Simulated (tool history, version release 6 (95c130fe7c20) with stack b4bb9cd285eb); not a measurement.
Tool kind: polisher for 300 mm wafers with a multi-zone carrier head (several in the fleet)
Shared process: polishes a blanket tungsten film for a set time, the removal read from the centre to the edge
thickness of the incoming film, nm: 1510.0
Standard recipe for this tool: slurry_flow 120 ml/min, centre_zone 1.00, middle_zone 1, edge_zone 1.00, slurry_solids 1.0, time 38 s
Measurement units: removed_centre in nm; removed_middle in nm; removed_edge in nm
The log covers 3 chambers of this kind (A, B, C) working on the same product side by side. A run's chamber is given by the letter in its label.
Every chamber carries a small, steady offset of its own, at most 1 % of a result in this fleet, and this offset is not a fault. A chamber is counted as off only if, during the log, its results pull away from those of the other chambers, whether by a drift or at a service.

Run 1B, day 0.525: usual settings. Result: removed_centre 199.98 nm, removed_middle 202.72 nm, removed_edge 200.26 nm.
At day 0.583: chamber B: worn pad replaced by a new one.
Run 2C, day 0.833: usual settings. Result: removed_centre 203.29 nm, removed_middle 203.49 nm, removed_edge 202.66 nm.
Run 3A, day 1.221: usual settings. Result: removed_centre 199.90 nm, removed_middle 206.24 nm, removed_edge 202.35 nm.
Run 4B, day 1.725: usual settings. Result: removed_centre 204.25 nm, removed_middle 203.71 nm, removed_edge 203.05 nm.
Run 5C, day 2.029: usual settings. Result: removed_centre 204.63 nm, removed_middle 201.75 nm, removed_edge 199.20 nm.
Run 6A, day 2.475: usual settings. Result: removed_centre 203.31 nm, removed_middle 203.46 nm, removed_edge 202.94 nm.
Run 7A, day 2.717: usual settings. Result: removed_centre 199.77 nm, removed_middle 203.85 nm, removed_edge 202.84 nm.
Run 8C, day 3.042: usual settings. Result: removed_centre 202.01 nm, removed_middle 201.86 nm, removed_edge 199.87 nm.
At day 3.117: chamber C: worn pad replaced by a new one.
At day 3.429: chamber A: slurry nozzle cleaned.
Run 9B, day 3.458: usual settings but slurry_flow 150 ml/min, centre_zone 1.09. Result: removed_centre 233.23 nm, removed_middle 214.50 nm, removed_edge 208.56 nm.
At day 3.671: chamber B: worn pad replaced by a new one.
At day 3.717: chamber C: slurry nozzle cleaned.
Run 10A, day 3.871: usual settings but slurry_flow 150 ml/min, centre_zone 1.09. Result: removed_centre 235.15 nm, removed_middle 213.09 nm, removed_edge 211.34 nm.
Run 11B, day 4.383: usual settings but slurry_flow 150 ml/min, centre_zone 1.09. Result: removed_centre 236.99 nm, removed_middle 210.90 nm, removed_edge 208.65 nm.
Run 12C, day 4.717: usual settings but slurry_flow 100 ml/min. Result: removed_centre 193.14 nm, removed_middle 191.42 nm, removed_edge 194.27 nm.
Run 13B, day 5.050: usual settings but slurry_flow 100 ml/min. Result: removed_centre 191.02 nm, removed_middle 191.47 nm, removed_edge 196.14 nm.
At day 5.354: chamber A: worn pad replaced by a new one.
Run 14C, day 5.579: usual settings but slurry_flow 100 ml/min. Result: removed_centre 191.45 nm, removed_middle 192.10 nm, removed_edge 194.98 nm.
Run 15A, day 5.900: usual settings. Result: removed_centre 203.41 nm, removed_middle 205.08 nm, removed_edge 201.23 nm.
Run 16A, day 6.408: usual settings. Result: removed_centre 197.74 nm, removed_middle 201.51 nm, removed_edge 202.38 nm.
Run 17B, day 6.688: usual settings. Result: removed_centre 200.58 nm, removed_middle 203.14 nm, removed_edge 201.39 nm.
At day 7.154: chamber B: worn pad replaced by a new one.
Run 18C, day 7.175: usual settings. Result: removed_centre 206.24 nm, removed_middle 201.85 nm, removed_edge 203.51 nm.
Run 19A, day 7.567: usual settings. Result: removed_centre 197.65 nm, removed_middle 204.18 nm, removed_edge 200.42 nm.
Run 20B, day 7.838: usual settings. Result: removed_centre 200.04 nm, removed_middle 202.22 nm, removed_edge 201.77 nm.
Run 21C, day 8.079: usual settings but slurry_flow 135 ml/min. Result: removed_centre 209.76 nm, removed_middle 204.20 nm, removed_edge 204.88 nm.
Run 22A, day 8.558: usual settings but slurry_flow 135 ml/min. Result: removed_centre 201.42 nm, removed_middle 210.72 nm, removed_edge 205.06 nm.
Run 23B, day 8.854: usual settings but slurry_flow 135 ml/min. Result: removed_centre 206.64 nm, removed_middle 207.46 nm, removed_edge 207.60 nm.
At day 9.033: chamber C: edge zone pressure recalibrated.
At day 9.221: chamber B: edge zone pressure recalibrated.
Run 24C, day 9.238: usual settings. Result: removed_centre 203.45 nm, removed_middle 203.44 nm, removed_edge 199.04 nm.
At day 9.354: chamber C: worn pad replaced by a new one.
Run 25C, day 9.525: usual settings. Result: removed_centre 201.87 nm, removed_middle 201.67 nm, removed_edge 200.26 nm.
Run 26B, day 10.008: usual settings. Result: removed_centre 200.06 nm, removed_middle 198.35 nm, removed_edge 200.22 nm.
Run 27A, day 10.504: usual settings. Result: removed_centre 194.50 nm, removed_middle 201.56 nm, removed_edge 204.78 nm.
At day 10.833: chamber C: centre zone pressure recalibrated.
At day 10.892: chamber B: worn pad replaced by a new one.
Run 28A, day 10.921: usual settings. Result: removed_centre 193.79 nm, removed_middle 203.64 nm, removed_edge 200.22 nm.
Run 29B, day 11.171: usual settings. Result: removed_centre 201.13 nm, removed_middle 199.91 nm, removed_edge 202.09 nm.
At day 11.179: chamber A: worn pad replaced by a new one.
Run 30C, day 11.696: usual settings. Result: removed_centre 204.94 nm, removed_middle 200.59 nm, removed_edge 200.20 nm.
Run 31C, day 12.133: usual settings. Result: removed_centre 204.17 nm, removed_middle 204.13 nm, removed_edge 200.27 nm.
Run 32B, day 12.538: usual settings. Result: removed_centre 199.62 nm, removed_middle 204.25 nm, removed_edge 202.46 nm.
Run 33A, day 12.867: usual settings but centre_zone 0.95. Result: removed_centre 181.22 nm, removed_middle 203.16 nm, removed_edge 202.80 nm.
Run 34A, day 13.154: usual settings but centre_zone 0.95. Result: removed_centre 180.82 nm, removed_middle 201.88 nm, removed_edge 202.85 nm.
At day 13.446: chamber C: slurry nozzle cleaned.
Run 35B, day 13.688: usual settings but centre_zone 0.95. Result: removed_centre 189.05 nm, removed_middle 202.27 nm, removed_edge 201.60 nm.
Run 36C, day 14.188: usual settings. Result: removed_centre 202.68 nm, removed_middle 199.45 nm, removed_edge 199.32 nm.
At day 14.375: chamber B: worn pad replaced by a new one.
Run 37B, day 14.546: usual settings. Result: removed_centre 202.32 nm, removed_middle 201.63 nm, removed_edge 203.10 nm.
Run 38C, day 15.000: usual settings but slurry_flow 85 ml/min, slurry_solids 1.1. Result: removed_centre 184.85 nm, removed_middle 186.55 nm, removed_edge 191.30 nm.
Run 39A, day 15.517: usual settings but slurry_flow 85 ml/min, slurry_solids 1.1. Result: removed_centre 170.87 nm, removed_middle 187.15 nm, removed_edge 193.35 nm.
At day 15.583: chamber C: worn pad replaced by a new one.
Run 40B, day 15.983: usual settings but slurry_flow 85 ml/min, slurry_solids 1.1. Result: removed_centre 184.92 nm, removed_middle 186.56 nm, removed_edge 194.08 nm.
Run 41C, day 16.296: usual settings but slurry_flow 100 ml/min, edge_zone 0.94. Result: removed_centre 191.42 nm, removed_middle 193.16 nm, removed_edge 189.70 nm.
Run 42A, day 16.600: usual settings but slurry_flow 100 ml/min, edge_zone 0.94. Result: removed_centre 174.83 nm, removed_middle 193.18 nm, removed_edge 188.73 nm.
Run 43A, day 16.875: usual settings but slurry_flow 100 ml/min, edge_zone 0.94. Result: removed_centre 177.07 nm, removed_middle 194.63 nm, removed_edge 190.97 nm.

Decide between three cases: one chamber stands off from its peers, the gauge reading all wafers drifts, or nothing is wrong past each chamber's small offset. Where a chamber is off, say which and what most likely put it there.

One chamber, A, drifts off from the rest bit by bit.
What lies behind it: centre zone's pressure below its setpoint, % = 6.86.

Which of the 4 candidates below, each the usual settings with something changed and its results left as question marks, puts chamber A back in line with what the other chambers give on the usual settings?
In line means no further than this from the other chambers' mean on the usual settings: removed_centre 5.20 nm; removed_middle 5.70 nm; removed_edge 4.90 nm
Run 44A-1, day 17.254: usual settings but slurry_flow 125 ml/min, centre_zone 1.04, middle_zone 0.99, edge_zone 0.99. Result: removed_centre ?, removed_middle ?, removed_edge ?.
Run 44A-2, day 17.254: usual settings but slurry_flow 115 ml/min, centre_zone 0.93, middle_zone 1.02, edge_zone 1.02. Result: removed_centre ?, removed_middle ?, removed_edge ?.
Run 44A-3, day 17.254: usual settings but slurry_flow 125 ml/min, centre_zone 1.07, middle_zone 0.98, edge_zone 0.98. Result: removed_centre ?, removed_middle ?, removed_edge ?.
Run 44A-4, day 17.254: usual settings but centre_zone 0.96, middle_zone 1.01, edge_zone 1.01. Result: removed_centre ?, removed_middle ?, removed_edge ?.

Average result of the remaining chambers running the usual settings: removed_centre 202.76 nm; removed_middle 201.74 nm; removed_edge 202.02 nm
  run  removed_centre  removed_middle  removed_edge
44A-1          194.61          203.48        203.00
44A-2          168.32          205.17        203.32
44A-3          200.75          201.57        201.95
44A-4          176.35          205.37        203.73
Change 44A-3 lands the chamber within the allowed miss of the other chambers.
